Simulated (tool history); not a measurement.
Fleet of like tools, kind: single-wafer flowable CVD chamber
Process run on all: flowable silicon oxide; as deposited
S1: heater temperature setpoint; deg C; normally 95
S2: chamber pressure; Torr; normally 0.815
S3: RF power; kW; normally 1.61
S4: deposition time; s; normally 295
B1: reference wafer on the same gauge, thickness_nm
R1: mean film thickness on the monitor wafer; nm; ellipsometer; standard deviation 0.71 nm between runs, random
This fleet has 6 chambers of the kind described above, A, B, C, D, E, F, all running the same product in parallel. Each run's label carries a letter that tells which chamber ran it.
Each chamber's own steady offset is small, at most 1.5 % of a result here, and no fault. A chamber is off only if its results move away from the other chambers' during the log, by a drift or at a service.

run   hour   S1     S2     S3   S4      B1      R1
 1B   11.5   95  0.815   1.61  295   186.9  207.04
 2C   27.1   95  0.815   1.61  295  187.02   204.2
 3E   34.4   95  0.815   1.61  295  187.11  206.46
 4D   47.6   95  0.815   1.61  295   186.9  204.28
 5A     56   95  0.815   1.61  295  187.09  205.21
 6F   70.1   95  0.815   1.61  295  187.02  206.82
 7B   78.9   95  0.815   1.61  295  186.92  207.83
 8C   88.5   95  0.815  1.395  295  186.94  193.58
 9E   96.4   95  0.815  1.395  295  186.96   196.5
10A  111.7   95  0.815  1.395  295  186.97  195.87
11D  122.4   95  0.815  1.395  295  187.02     195
12F  130.8   95  0.815  1.395  295  186.92  196.92
13A    146   95  0.815  1.395  295  187.08  196.22
14B  154.5   95  0.815   1.61  295  186.97  208.36
15E    165   95  0.815   1.61  295  187.04  206.26
16D  175.6   95  0.815   1.61  295  186.89   204.4
17F  185.3  101  0.815  1.495  295  186.97  166.45
18C  201.4  101  0.815  1.495  295  186.87  163.35
     209.7  -- chamber C: thermocouple changed; heater temperature recalibrated
19B  210.1  101  0.815  1.495  295  186.88  166.83
     215.5  -- chamber D: thermocouple changed; heater temperature recalibrated
20C  218.8  101  0.815  1.495  295  187.06  163.31
21F  234.2  101  0.815  1.495  295  187.14  166.84
22D    243  101  0.815  1.495  295  187.14  164.74
23E  258.6   95  0.815   1.61  295  186.96  205.03
     259.7  -- chamber F: capacitance manometer re-zeroed and calibrated
24A  272.1   95  0.815   1.61  295  187.14  203.95
25C  279.2   95  0.815   1.61  295  186.92  204.22
26F  291.1   95  0.815   1.61  295  187.01  209.69
27A  301.1   95  0.815   1.61  295  187.01  204.66
28B  311.2   95  0.815   1.61  295  187.05   208.5
29D  318.2   95  0.815   1.61  295  187.06  204.13
30E  330.8   82  0.815   1.61  295  186.98  307.99
31C  345.9   82  0.815   1.61  295  187.03  306.84
32D  352.9   82  0.815   1.61  295  187.03  303.49
33E  367.1   82  0.815   1.61  295  187.08  308.72
34B  378.2   82  0.815   1.61  295  186.95  312.55
35F  385.5   82  0.815   1.61  295  187.07  317.67
36A  397.1   95  0.815   1.61  295     187  204.92
37E  404.5   95  0.815   1.61  295     187  206.39
38C  412.6   95  0.815   1.61  295  186.81  203.82
39A  423.9   95  0.815   1.61  295  187.17  203.17

All chambers now run identical settings, listed one chamber a line with results as question marks. What results will each chamber show?
40A  435.5  95  0.815  1.39  295       ?
40B  435.5  95  0.815  1.39  295       ?
40C  435.5  95  0.815  1.39  295       ?
40D  435.5  95  0.815  1.39  295       ?
40E  435.5  95  0.815  1.39  295       ?
40F  435.5  95  0.815  1.39  295       ?

run      R1
40A  195.73
40B   199.5
40C  193.84
40D  194.47
40E  197.19
40F  201.24
